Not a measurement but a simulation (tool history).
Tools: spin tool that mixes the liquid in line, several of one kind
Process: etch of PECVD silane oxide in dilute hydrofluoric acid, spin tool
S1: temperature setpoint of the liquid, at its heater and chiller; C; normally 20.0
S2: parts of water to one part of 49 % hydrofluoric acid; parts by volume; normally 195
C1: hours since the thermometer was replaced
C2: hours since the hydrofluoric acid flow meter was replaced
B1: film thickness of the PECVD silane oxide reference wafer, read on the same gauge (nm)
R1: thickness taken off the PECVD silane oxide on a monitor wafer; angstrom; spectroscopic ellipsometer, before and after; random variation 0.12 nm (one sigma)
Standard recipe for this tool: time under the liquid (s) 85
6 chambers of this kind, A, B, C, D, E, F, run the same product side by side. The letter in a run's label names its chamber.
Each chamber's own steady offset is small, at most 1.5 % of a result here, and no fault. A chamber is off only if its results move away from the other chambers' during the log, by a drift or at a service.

-- hour=2.5 chamber F: thermometer replaced
run 1F hour=12.4 | S1=20.0 S2=195 time_under_the_liquid_(s)=85 | C1=9.9 C2=580.3 | B1=100.010 | R1=156.31
run 2A hour=21.0 | S1=20.0 S2=195 time_under_the_liquid_(s)=85 | C1=911.8 C2=297.2 | B1=100.010 | R1=154.20
run 3B hour=29.0 | S1=20.0 S2=195 time_under_the_liquid_(s)=85 | C1=215.4 C2=1297.7 | B1=100.000 | R1=150.10
run 4C hour=38.0 | S1=20.0 S2=195 time_under_the_liquid_(s)=85 | C1=492.9 C2=473.9 | B1=99.997 | R1=155.23
run 5D hour=43.7 | S1=20.0 S2=195 time_under_the_liquid_(s)=85 | C1=318.3 C2=117.0 | B1=99.999 | R1=155.74
run 6E hour=56.0 | S1=20.0 S2=195 time_under_the_liquid_(s)=85 | C1=2167.3 C2=275.1 | B1=100.010 | R1=155.12
run 7B hour=67.8 | S1=20.0 S2=195 time_under_the_liquid_(s)=85 | C1=254.2 C2=1336.5 | B1=100.030 | R1=151.73
run 8F hour=75.6 | S1=20.0 S2=195 time_under_the_liquid_(s)=85 | C1=73.1 C2=643.5 | B1=99.994 | R1=156.05
run 9A hour=87.2 | S1=20.0 S2=195 time_under_the_liquid_(s)=85 | C1=978.0 C2=363.4 | B1=99.999 | R1=153.26
run 10D hour=97.6 | S1=20.0 S2=195 time_under_the_liquid_(s)=85 | C1=372.2 C2=170.9 | B1=99.998 | R1=153.79
run 11E hour=107.9 | S1=20.0 S2=195 time_under_the_liquid_(s)=85 | C1=2219.2 C2=327.0 | B1=99.992 | R1=154.72
run 12C hour=114.3 | S1=20.0 S2=195 time_under_the_liquid_(s)=85 | C1=569.2 C2=550.2 | B1=100.000 | R1=152.21
run 13D hour=123.6 | S1=20.0 S2=195 time_under_the_liquid_(s)=85 | C1=398.2 C2=196.9 | B1=99.996 | R1=153.78
run 14C hour=133.4 | S1=20.0 S2=195 time_under_the_liquid_(s)=85 | C1=588.3 C2=569.3 | B1=100.020 | R1=153.89
run 15A hour=145.3 | S1=20.0 S2=195 time_under_the_liquid_(s)=85 | C1=1036.1 C2=421.5 | B1=99.964 | R1=148.64
run 16F hour=155.6 | S1=20.0 S2=140 time_under_the_liquid_(s)=105 | C1=153.1 C2=723.5 | B1=100.010 | R1=286.40
run 17B hour=167.3 | S1=20.0 S2=140 time_under_the_liquid_(s)=105 | C1=353.7 C2=1436.0 | B1=99.994 | R1=279.76
run 18E hour=174.0 | S1=20.0 S2=140 time_under_the_liquid_(s)=105 | C1=2285.3 C2=393.1 | B1=99.998 | R1=277.57
run 19F hour=181.1 | S1=20.0 S2=140 time_under_the_liquid_(s)=105 | C1=178.6 C2=749.0 | B1=99.993 | R1=287.51
run 20D hour=193.5 | S1=20.0 S2=140 time_under_the_liquid_(s)=105 | C1=468.1 C2=266.8 | B1=100.000 | R1=284.63
-- hour=195.3 chamber E: hydrofluoric acid flow meter replaced
run 21E hour=202.9 | S1=20.0 S2=140 time_under_the_liquid_(s)=105 | C1=2314.2 C2=7.7 | B1=100.040 | R1=281.84
run 22C hour=213.0 | S1=17.5 S2=195 time_under_the_liquid_(s)=120 | C1=667.9 C2=648.9 | B1=100.020 | R1=197.51
run 23A hour=224.9 | S1=17.5 S2=195 time_under_the_liquid_(s)=120 | C1=1115.7 C2=501.1 | B1=99.987 | R1=187.90
run 24B hour=232.1 | S1=17.5 S2=195 time_under_the_liquid_(s)=120 | C1=418.5 C2=1500.8 | B1=99.996 | R1=194.99
run 25C hour=244.3 | S1=17.5 S2=195 time_under_the_liquid_(s)=120 | C1=699.2 C2=680.2 | B1=99.989 | R1=195.03
run 26F hour=253.3 | S1=17.5 S2=195 time_under_the_liquid_(s)=120 | C1=250.8 C2=821.2 | B1=99.988 | R1=196.68
run 27B hour=262.4 | S1=17.5 S2=195 time_under_the_liquid_(s)=120 | C1=448.8 C2=1531.1 | B1=100.000 | R1=194.35
-- hour=262.6 chamber F: hydrofluoric acid flow meter replaced
run 28D hour=270.7 | S1=20.0 S2=195 time_under_the_liquid_(s)=85 | C1=545.3 C2=344.0 | B1=99.967 | R1=155.98
run 29A hour=279.2 | S1=20.0 S2=195 time_under_the_liquid_(s)=85 | C1=1170.0 C2=555.4 | B1=100.030 | R1=143.57
run 30E hour=287.4 | S1=20.0 S2=195 time_under_the_liquid_(s)=85 | C1=2398.7 C2=92.2 | B1=99.979 | R1=153.62
run 31C hour=299.7 | S1=20.0 S2=195 time_under_the_liquid_(s)=85 | C1=754.6 C2=735.6 | B1=100.030 | R1=152.48
run 32D hour=308.8 | S1=20.0 S2=195 time_under_the_liquid_(s)=85 | C1=583.4 C2=382.1 | B1=99.989 | R1=153.63
run 33E hour=314.3 | S1=20.0 S2=195 time_under_the_liquid_(s)=85 | C1=2425.6 C2=119.1 | B1=100.000 | R1=155.23
-- hour=321.2 chamber B: hydrofluoric acid flow meter replaced
run 34A hour=324.8 | S1=20.0 S2=195 time_under_the_liquid_(s)=85 | C1=1215.6 C2=601.0 | B1=99.986 | R1=142.19
run 35B hour=335.3 | S1=20.0 S2=195 time_under_the_liquid_(s)=85 | C1=521.7 C2=14.1 | B1=99.971 | R1=153.15
run 36F hour=345.0 | S1=20.0 S2=195 time_under_the_liquid_(s)=85 | C1=342.5 C2=82.5 | B1=100.000 | R1=156.98
run 37F hour=350.5 | S1=20.0 S2=195 time_under_the_liquid_(s)=85 | C1=348.0 C2=88.0 | B1=99.992 | R1=157.34
run 38A hour=360.8 | S1=20.0 S2=195 time_under_the_liquid_(s)=85 | C1=1251.6 C2=637.0 | B1=100.000 | R1=142.51

Read the log: is a single chamber off, either drifting away or since a service, is the gauge that measures every chamber drifting, or is nothing wrong beyond small per-chamber offsets? Name any odd chamber and what most likely caused it.

One chamber, A, drifts off from the rest bit by bit.
Likeliest cause: hydrofluoric acid flow below the setpoint (%) = 7.04.
The log may not tell that from: liquid colder than its thermometer reads (K).

Here are 4 candidates for chamber A's next run, each the usual settings with a change, their results left as question marks. Which one brings its results back in line with what the others give on the usual settings?
To be in line, a result may differ from the other chambers' mean on the usual settings by at most: R1 4.10 angstrom
run 39A-1 hour=369.9 | S1=20.0 S2=190 time_under_the_liquid_(s)=90 | R1=?
run 39A-2 hour=369.9 | S1=20.0 S2=200 time_under_the_liquid_(s)=80 | R1=?
run 39A-3 hour=369.9 | S1=19.5 S2=220 time_under_the_liquid_(s)=85 | R1=?
run 39A-4 hour=369.9 | S1=24.5 S2=195 time_under_the_liquid_(s)=85 | R1=?

What the other chambers average on the usual settings: R1 154.51 angstrom
run=39A-1 R1=153.66
run=39A-2 R1=128.30
run=39A-3 R1=118.97
run=39A-4 R1=166.06
Change 39A-1 lands the chamber within the allowed miss of the other chambers.
